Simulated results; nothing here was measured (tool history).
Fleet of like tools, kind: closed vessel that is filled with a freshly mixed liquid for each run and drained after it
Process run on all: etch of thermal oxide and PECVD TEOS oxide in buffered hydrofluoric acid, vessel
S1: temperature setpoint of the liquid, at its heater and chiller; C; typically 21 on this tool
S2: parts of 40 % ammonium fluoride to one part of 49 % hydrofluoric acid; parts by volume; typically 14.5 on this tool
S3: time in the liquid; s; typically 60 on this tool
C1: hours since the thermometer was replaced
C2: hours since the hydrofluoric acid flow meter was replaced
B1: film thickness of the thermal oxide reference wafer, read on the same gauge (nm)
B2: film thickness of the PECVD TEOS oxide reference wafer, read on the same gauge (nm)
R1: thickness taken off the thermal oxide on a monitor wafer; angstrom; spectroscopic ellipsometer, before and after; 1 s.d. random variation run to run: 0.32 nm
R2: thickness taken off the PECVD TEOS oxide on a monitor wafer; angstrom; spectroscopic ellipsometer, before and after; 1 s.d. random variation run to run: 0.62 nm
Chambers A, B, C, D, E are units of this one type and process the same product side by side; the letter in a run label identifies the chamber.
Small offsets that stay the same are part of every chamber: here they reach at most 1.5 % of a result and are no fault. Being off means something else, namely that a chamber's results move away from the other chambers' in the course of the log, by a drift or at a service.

run 1E hour=6.5 | S1=21 S2=14.5 S3=60 | C1=1135.6 C2=549.0 | B1=139.97 B2=60.011 | R1=416.22 R2=737.16
run 2C hour=13.5 | S1=21 S2=14.5 S3=60 | C1=2333.5 C2=175.2 | B1=140.03 B2=59.988 | R1=405.83 R2=739.70
run 3D hour=25.8 | S1=21 S2=14.5 S3=60 | C1=1004.4 C2=1338.4 | B1=139.97 B2=59.964 | R1=412.90 R2=735.15
run 4B hour=35.7 | S1=21 S2=14.5 S3=60 | C1=449.8 C2=745.8 | B1=140.03 B2=60.037 | R1=406.55 R2=731.61
run 5A hour=46.3 | S1=21 S2=14.5 S3=60 | C1=1310.3 C2=835.1 | B1=140.02 B2=60.024 | R1=413.73 R2=738.88
run 6B hour=56.8 | S1=21 S2=10.5 S3=75 | C1=470.9 C2=766.9 | B1=139.93 B2=59.979 | R1=702.07 R2=1248.90
run 7E hour=69.9 | S1=21 S2=10.5 S3=75 | C1=1199.0 C2=612.4 | B1=140.00 B2=59.987 | R1=705.26 R2=1275.70
run 8D hour=79.6 | S1=21 S2=10.5 S3=75 | C1=1058.2 C2=1392.2 | B1=140.02 B2=60.036 | R1=709.12 R2=1239.60
run 9A hour=87.2 | S1=21 S2=10.5 S3=75 | C1=1351.2 C2=876.0 | B1=140.01 B2=60.040 | R1=703.26 R2=1261.20
run 10C hour=100.4 | S1=21 S2=10.5 S3=75 | C1=2420.4 C2=262.1 | B1=140.04 B2=59.996 | R1=694.80 R2=1252.00
run 11C hour=111.9 | S1=21 S2=14.5 S3=60 | C1=2431.9 C2=273.6 | B1=140.00 B2=59.984 | R1=401.64 R2=740.02
run 12A hour=124.5 | S1=17 S2=14.5 S3=60 | C1=1388.5 C2=913.3 | B1=139.98 B2=59.938 | R1=327.96 R2=584.03
-- hour=129.1 chamber A: hydrofluoric acid flow meter replaced
run 13B hour=137.0 | S1=17 S2=14.5 S3=60 | C1=551.1 C2=847.1 | B1=140.03 B2=59.950 | R1=326.34 R2=573.47
run 14D hour=149.3 | S1=17 S2=14.5 S3=60 | C1=1127.9 C2=1461.9 | B1=139.94 B2=60.053 | R1=324.55 R2=590.82
run 15E hour=161.6 | S1=17 S2=14.5 S3=60 | C1=1290.7 C2=704.1 | B1=140.06 B2=59.983 | R1=336.39 R2=589.64
run 16A hour=171.7 | S1=17 S2=14.5 S3=60 | C1=1435.7 C2=42.6 | B1=140.03 B2=60.015 | R1=330.85 R2=578.04
run 17C hour=180.1 | S1=21 S2=14.5 S3=60 | C1=2500.1 C2=341.8 | B1=139.97 B2=59.972 | R1=402.49 R2=738.06
run 18B hour=193.7 | S1=21 S2=14.5 S3=60 | C1=607.8 C2=903.8 | B1=140.01 B2=60.013 | R1=408.49 R2=725.55
run 19D hour=200.0 | S1=21 S2=14.5 S3=60 | C1=1178.6 C2=1512.6 | B1=139.98 B2=59.953 | R1=413.66 R2=735.40
-- hour=205.5 chamber C: hydrofluoric acid flow meter replaced
run 20E hour=211.9 | S1=21 S2=14.5 S3=60 | C1=1341.0 C2=754.4 | B1=140.02 B2=60.033 | R1=413.92 R2=736.58
run 21A hour=222.1 | S1=21 S2=14.5 S3=60 | C1=1486.1 C2=93.0 | B1=140.01 B2=59.977 | R1=417.40 R2=732.20
run 22C hour=231.1 | S1=21 S2=14.5 S3=60 | C1=2551.1 C2=25.7 | B1=139.95 B2=60.011 | R1=409.89 R2=740.14
run 23E hour=244.4 | S1=21 S2=14.5 S3=60 | C1=1373.5 C2=786.9 | B1=139.97 B2=59.931 | R1=414.30 R2=747.70
run 24B hour=258.3 | S1=21 S2=14.5 S3=60 | C1=672.4 C2=968.4 | B1=140.03 B2=59.976 | R1=408.78 R2=730.65
run 25D hour=270.7 | S1=21 S2=14.5 S3=60 | C1=1249.3 C2=1583.3 | B1=139.98 B2=60.018 | R1=411.50 R2=738.06
run 26A hour=277.4 | S1=21 S2=14.5 S3=60 | C1=1541.4 C2=148.3 | B1=140.03 B2=60.006 | R1=408.15 R2=720.04
run 27D hour=290.6 | S1=21 S2=14.5 S3=60 | C1=1269.2 C2=1603.2 | B1=139.99 B2=60.004 | R1=413.76 R2=733.20
run 28C hour=302.4 | S1=21 S2=14.5 S3=60 | C1=2622.4 C2=97.0 | B1=139.95 B2=60.061 | R1=406.12 R2=733.84
run 29B hour=313.5 | S1=21 S2=14.5 S3=60 | C1=727.6 C2=1023.6 | B1=140.04 B2=60.028 | R1=404.90 R2=729.93
run 30E hour=319.8 | S1=21 S2=14.5 S3=60 | C1=1448.9 C2=862.3 | B1=140.00 B2=60.000 | R1=410.50 R2=742.05

All 5 chambers run these settings next. Forecast each chamber's results:
run 31A hour=329.9 | S1=21 S2=14.5 S3=60 | R1=? R2=?
run 31B hour=329.9 | S1=21 S2=14.5 S3=60 | R1=? R2=?
run 31C hour=329.9 | S1=21 S2=14.5 S3=60 | R1=? R2=?
run 31D hour=329.9 | S1=21 S2=14.5 S3=60 | R1=? R2=?
run 31E hour=329.9 | S1=21 S2=14.5 S3=60 | R1=? R2=?

run=31A R1=414.66 R2=739.68
run=31B R1=403.34 R2=737.49
run=31C R1=403.46 R2=736.19
run=31D R1=417.05 R2=735.84
run=31E R1=411.28 R2=740.52
